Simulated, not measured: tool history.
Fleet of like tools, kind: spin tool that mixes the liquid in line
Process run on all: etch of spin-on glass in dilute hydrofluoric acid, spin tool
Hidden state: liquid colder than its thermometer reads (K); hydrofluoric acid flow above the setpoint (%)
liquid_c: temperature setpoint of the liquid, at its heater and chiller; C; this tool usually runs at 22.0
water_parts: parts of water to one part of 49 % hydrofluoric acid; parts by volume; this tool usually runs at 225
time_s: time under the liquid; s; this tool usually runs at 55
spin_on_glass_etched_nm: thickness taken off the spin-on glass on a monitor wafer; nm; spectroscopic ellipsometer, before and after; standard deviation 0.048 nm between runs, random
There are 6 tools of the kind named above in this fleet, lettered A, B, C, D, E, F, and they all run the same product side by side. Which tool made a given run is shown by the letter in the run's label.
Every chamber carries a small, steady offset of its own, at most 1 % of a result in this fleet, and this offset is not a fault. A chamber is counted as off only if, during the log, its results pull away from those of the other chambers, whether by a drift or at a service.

| run | hour | liquid_c | water_parts | time_s | hours since the thermometer was replaced | hours since the hydrofluoric acid flow meter was replaced | read-back film thickness of the spin-on glass reference wafer, read on the same gauge (nm) | spin_on_glass_etched_nm |
|---|---|---|---|---|---|---|---|---|
| 1A | 5.2 | 22.0 | 225 | 55 | 954.9 | 261.3 | 39.980 | 7.1577 |
|  | 8.8 | chamber B: thermometer replaced |
| 2B | 9.8 | 22.0 | 225 | 55 | 1.1 | 43.7 | 40.008 | 7.1531 |
| 3F | 12.9 | 22.0 | 225 | 55 | 1498.3 | 76.8 | 39.999 | 7.0675 |
| 4E | 17.3 | 22.0 | 225 | 55 | 656.1 | 22.4 | 40.022 | 7.0827 |
| 5C | 22.9 | 22.0 | 225 | 55 | 419.3 | 695.4 | 40.003 | 7.1366 |
| 6D | 28.5 | 22.0 | 225 | 55 | 896.3 | 669.2 | 39.982 | 7.0999 |
| 7D | 31.5 | 22.0 | 225 | 55 | 899.3 | 672.2 | 40.041 | 7.0430 |
| 8E | 35.6 | 22.0 | 225 | 55 | 674.4 | 40.7 | 40.056 | 6.9542 |
| 9C | 40.5 | 22.0 | 225 | 55 | 436.9 | 713.0 | 40.009 | 7.0928 |
| 10F | 46.8 | 22.0 | 330 | 55 | 1532.2 | 110.7 | 40.038 | 4.4347 |
| 11A | 52.6 | 22.0 | 330 | 55 | 1002.3 | 308.7 | 39.976 | 4.3627 |
|  | 52.7 | chamber D: hydrofluoric acid flow meter replaced |
| 12B | 58.3 | 22.0 | 330 | 55 | 49.6 | 92.2 | 40.005 | 4.3209 |
| 13C | 61.6 | 22.0 | 330 | 55 | 458.0 | 734.1 | 40.017 | 4.3667 |
| 14A | 67.3 | 22.0 | 330 | 55 | 1017.0 | 323.4 | 40.012 | 4.3264 |
| 15D | 71.9 | 22.0 | 330 | 55 | 939.7 | 19.2 | 39.999 | 4.4249 |
| 16E | 77.1 | 22.0 | 225 | 55 | 715.9 | 82.2 | 40.007 | 7.0295 |
| 17F | 80.1 | 22.0 | 225 | 55 | 1565.5 | 144.0 | 39.986 | 7.0816 |
| 18B | 84.4 | 22.0 | 225 | 55 | 75.7 | 118.3 | 40.018 | 7.0887 |
| 19B | 89.0 | 22.0 | 225 | 55 | 80.3 | 122.9 | 39.962 | 7.1126 |
| 20F | 93.3 | 22.0 | 225 | 55 | 1578.7 | 157.2 | 39.980 | 7.1223 |
| 21C | 97.2 | 22.0 | 225 | 55 | 493.6 | 769.7 | 39.991 | 7.3081 |
| 22E | 103.8 | 22.0 | 225 | 55 | 742.6 | 108.9 | 40.010 | 7.0288 |
| 23D | 109.4 | 22.0 | 225 | 55 | 977.2 | 56.7 | 40.008 | 7.1058 |
| 24A | 115.6 | 26.5 | 225 | 70 | 1065.3 | 371.7 | 40.011 | 10.7140 |
| 25B | 120.2 | 26.5 | 225 | 70 | 111.5 | 154.1 | 40.000 | 10.5660 |
| 26E | 124.3 | 26.5 | 225 | 70 | 763.1 | 129.4 | 40.013 | 10.5070 |
| 27F | 129.6 | 26.5 | 225 | 70 | 1615.0 | 193.5 | 40.015 | 10.7410 |
| 28D | 133.7 | 26.5 | 225 | 70 | 1001.5 | 81.0 | 39.984 | 10.6030 |
| 29C | 136.8 | 26.5 | 225 | 70 | 533.2 | 809.3 | 39.962 | 11.2240 |
| 30A | 141.0 | 22.0 | 225 | 55 | 1090.7 | 397.1 | 40.007 | 7.1632 |
| 31F | 147.2 | 22.0 | 225 | 55 | 1632.6 | 211.1 | 40.026 | 7.0355 |
| 32A | 150.6 | 22.0 | 225 | 55 | 1100.3 | 406.7 | 40.005 | 7.1043 |
| 33B | 155.7 | 22.0 | 225 | 55 | 147.0 | 189.6 | 39.975 | 7.0708 |
| 34E | 160.6 | 22.0 | 225 | 55 | 799.4 | 165.7 | 40.023 | 7.0761 |
| 35D | 164.8 | 22.0 | 225 | 55 | 1032.6 | 112.1 | 40.024 | 7.1455 |
| 36C | 169.4 | 22.0 | 225 | 55 | 565.8 | 841.9 | 40.002 | 7.5441 |
| 37B | 173.2 | 22.0 | 225 | 55 | 164.5 | 207.1 | 39.945 | 7.0572 |
| 38A | 178.4 | 22.0 | 225 | 55 | 1128.1 | 434.5 | 39.959 | 7.1027 |
| 39D | 184.5 | 22.0 | 225 | 80 | 1052.3 | 131.8 | 40.011 | 10.3860 |
| 40E | 190.4 | 22.0 | 225 | 80 | 829.2 | 195.5 | 39.988 | 10.1740 |

Each of the 6 chambers runs these same settings next. Fill in every chamber's results:
| 41A | 195.2 | 22.0 | 225 | 30 |  |  |  | ? |
| 41B | 195.2 | 22.0 | 225 | 30 |  |  |  | ? |
| 41C | 195.2 | 22.0 | 225 | 30 |  |  |  | ? |
| 41D | 195.2 | 22.0 | 225 | 30 |  |  |  | ? |
| 41E | 195.2 | 22.0 | 225 | 30 |  |  |  | ? |
| 41F | 195.2 | 22.0 | 225 | 30 |  |  |  | ? |

| run | spin_on_glass_etched_nm |
|---|---|
| 41A | 3.9206 |
| 41B | 3.8780 |
| 41C | 4.1354 |
| 41D | 3.8328 |
| 41E | 3.8378 |
| 41F | 3.8678 |

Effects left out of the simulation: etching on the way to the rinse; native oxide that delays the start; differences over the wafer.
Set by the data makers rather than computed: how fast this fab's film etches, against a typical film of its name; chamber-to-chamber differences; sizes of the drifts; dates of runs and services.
